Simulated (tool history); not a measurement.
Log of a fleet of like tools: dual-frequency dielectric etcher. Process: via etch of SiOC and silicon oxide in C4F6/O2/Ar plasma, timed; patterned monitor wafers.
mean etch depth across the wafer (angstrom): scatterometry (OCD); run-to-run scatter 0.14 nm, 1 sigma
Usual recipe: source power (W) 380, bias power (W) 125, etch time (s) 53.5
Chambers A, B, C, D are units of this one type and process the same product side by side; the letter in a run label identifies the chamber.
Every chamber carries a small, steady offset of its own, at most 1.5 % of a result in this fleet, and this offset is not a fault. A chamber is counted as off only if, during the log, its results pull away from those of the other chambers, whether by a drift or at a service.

| run | hour | source power (W) | bias power (W) | etch time (s) | hours since the last wet clean | hours since the last source power generator calibration | hours since the last bias power generator calibration | read-back reference wafer on the same gauge, depth_nm | mean etch depth across the wafer (angstrom) |
|---|---|---|---|---|---|---|---|---|---|
| 1C | 4 | 380 | 125 | 53.5 | 8.6 | 1319.9 | 2695.8 | 50.766 | 531.17 |
|  | 9.9 | chamber B: wet clean of the chamber |
| 2A | 12.8 | 380 | 125 | 53.5 | 246.6 | 1377.5 | 1888.2 | 50.786 | 531.21 |
| 3D | 17.6 | 380 | 125 | 53.5 | 325.6 | 3748.4 | 318.2 | 50.784 | 523.35 |
| 4B | 21.9 | 380 | 125 | 53.5 | 12.1 | 2022.1 | 3642.3 | 50.79 | 534.94 |
| 5A | 29 | 380 | 125 | 53.5 | 262.8 | 1393.7 | 1904.4 | 50.787 | 529.17 |
| 6C | 34.2 | 380 | 125 | 53.5 | 38.8 | 1350.1 | 2726 | 50.809 | 528.87 |
| 7D | 38.6 | 380 | 125 | 53.5 | 346.6 | 3769.4 | 339.2 | 50.824 | 524.62 |
| 8B | 45.9 | 380 | 125 | 39.5 | 36.1 | 2046.1 | 3666.3 | 50.758 | 392.77 |
| 9D | 51.9 | 380 | 125 | 39.5 | 359.9 | 3782.7 | 352.5 | 50.803 | 387.79 |
| 10A | 60.1 | 380 | 125 | 39.5 | 293.9 | 1424.8 | 1935.5 | 50.787 | 389.14 |
| 11C | 65.3 | 380 | 125 | 39.5 | 69.9 | 1381.2 | 2757.1 | 50.78 | 390.81 |
| 12B | 73.4 | 380 | 125 | 53.5 | 63.6 | 2073.6 | 3693.8 | 50.822 | 532.44 |
| 13B | 79.9 | 380 | 125 | 53.5 | 70.1 | 2080.1 | 3700.3 | 50.772 | 532.98 |
| 14A | 86.6 | 380 | 125 | 53.5 | 320.4 | 1451.3 | 1962 | 50.823 | 530.92 |
| 15D | 95.4 | 380 | 125 | 53.5 | 403.4 | 3826.2 | 396 | 50.816 | 525.02 |
| 16C | 103.4 | 380 | 125 | 53.5 | 108 | 1419.3 | 2795.2 | 50.755 | 529.66 |
| 17B | 112.6 | 380 | 125 | 53.5 | 102.8 | 2112.8 | 3733 | 50.768 | 534.99 |
|  | 115.2 | chamber D: wet clean of the chamber |
| 18A | 119.9 | 380 | 142 | 38.5 | 353.7 | 1484.6 | 1995.3 | 50.811 | 395.85 |
| 19C | 126.9 | 380 | 142 | 38.5 | 131.5 | 1442.8 | 2818.7 | 50.852 | 396.17 |
| 20D | 133.7 | 380 | 142 | 38.5 | 18.6 | 3864.5 | 434.3 | 50.783 | 391.02 |
| 21B | 139.4 | 380 | 142 | 38.5 | 129.6 | 2139.6 | 3759.8 | 50.805 | 398.23 |
| 22C | 146 | 380 | 125 | 53.5 | 150.6 | 1461.9 | 2837.8 | 50.811 | 529.12 |
| 23D | 150.8 | 380 | 125 | 53.5 | 35.7 | 3881.6 | 451.4 | 50.792 | 522.62 |
| 24A | 157.1 | 330 | 98 | 53.5 | 390.9 | 1521.8 | 2032.5 | 50.82 | 465.61 |
| 25A | 162.7 | 330 | 98 | 53.5 | 396.5 | 1527.4 | 2038.1 | 50.824 | 466.36 |
| 26C | 167.1 | 330 | 98 | 53.5 | 171.7 | 1483 | 2858.9 | 50.857 | 465.57 |
| 27D | 171.3 | 330 | 98 | 53.5 | 56.2 | 3902.1 | 471.9 | 50.794 | 461.33 |
| 28B | 178.6 | 380 | 125 | 53.5 | 168.8 | 2178.8 | 3799 | 50.77 | 531.74 |
| 29B | 187.2 | 450 | 125 | 43 | 177.4 | 2187.4 | 3807.6 | 50.779 | 457.36 |
| 30C | 192.9 | 450 | 125 | 43 | 197.5 | 1508.8 | 2884.7 | 50.794 | 454.82 |
| 31A | 197.1 | 450 | 125 | 43 | 430.9 | 1561.8 | 2072.5 | 50.779 | 455.14 |
| 32D | 202.9 | 450 | 125 | 43 | 87.8 | 3933.7 | 503.5 | 50.806 | 449.42 |
| 33B | 210.7 | 380 | 139 | 53.5 | 200.9 | 2210.9 | 3831.1 | 50.782 | 550.78 |
| 34D | 219.5 | 380 | 139 | 53.5 | 104.4 | 3950.3 | 520.1 | 50.809 | 539.75 |
| 35A | 228.5 | 380 | 139 | 53.5 | 462.3 | 1593.2 | 2103.9 | 50.829 | 547.75 |
| 36C | 235.8 | 380 | 139 | 53.5 | 240.4 | 1551.7 | 2927.6 | 50.781 | 544.11 |
| 37B | 244.4 | 380 | 125 | 53.5 | 234.6 | 2244.6 | 3864.8 | 50.792 | 532.29 |
| 38D | 252.6 | 380 | 125 | 53.5 | 137.5 | 3983.4 | 553.2 | 50.82 | 524.5 |
| 39C | 260.3 | 380 | 125 | 53.5 | 264.9 | 1576.2 | 2952.1 | 50.798 | 526.72 |
| 40A | 268.8 | 380 | 125 | 53.5 | 502.6 | 1633.5 | 2144.2 | 50.796 | 528.04 |
| 41A | 275 | 380 | 125 | 53.5 | 508.8 | 1639.7 | 2150.4 | 50.819 | 532.7 |
| 42C | 283.2 | 380 | 125 | 53.5 | 287.8 | 1599.1 | 2975 | 50.85 | 527.22 |
| 43D | 290.6 | 380 | 125 | 53.5 | 175.5 | 4021.4 | 591.2 | 50.794 | 523.36 |

All chambers now run identical settings, listed one chamber a line with results as question marks. What results will each chamber show?
| 44A | 297.2 | 380 | 146 | 53.5 |  |  |  |  | ? |
| 44B | 297.2 | 380 | 146 | 53.5 |  |  |  |  | ? |
| 44C | 297.2 | 380 | 146 | 53.5 |  |  |  |  | ? |
| 44D | 297.2 | 380 | 146 | 53.5 |  |  |  |  | ? |

| run | mean etch depth across the wafer (angstrom) |
|---|---|
| 44A | 554.74 |
| 44B | 561.21 |
| 44C | 553.89 |
| 44D | 548.39 |

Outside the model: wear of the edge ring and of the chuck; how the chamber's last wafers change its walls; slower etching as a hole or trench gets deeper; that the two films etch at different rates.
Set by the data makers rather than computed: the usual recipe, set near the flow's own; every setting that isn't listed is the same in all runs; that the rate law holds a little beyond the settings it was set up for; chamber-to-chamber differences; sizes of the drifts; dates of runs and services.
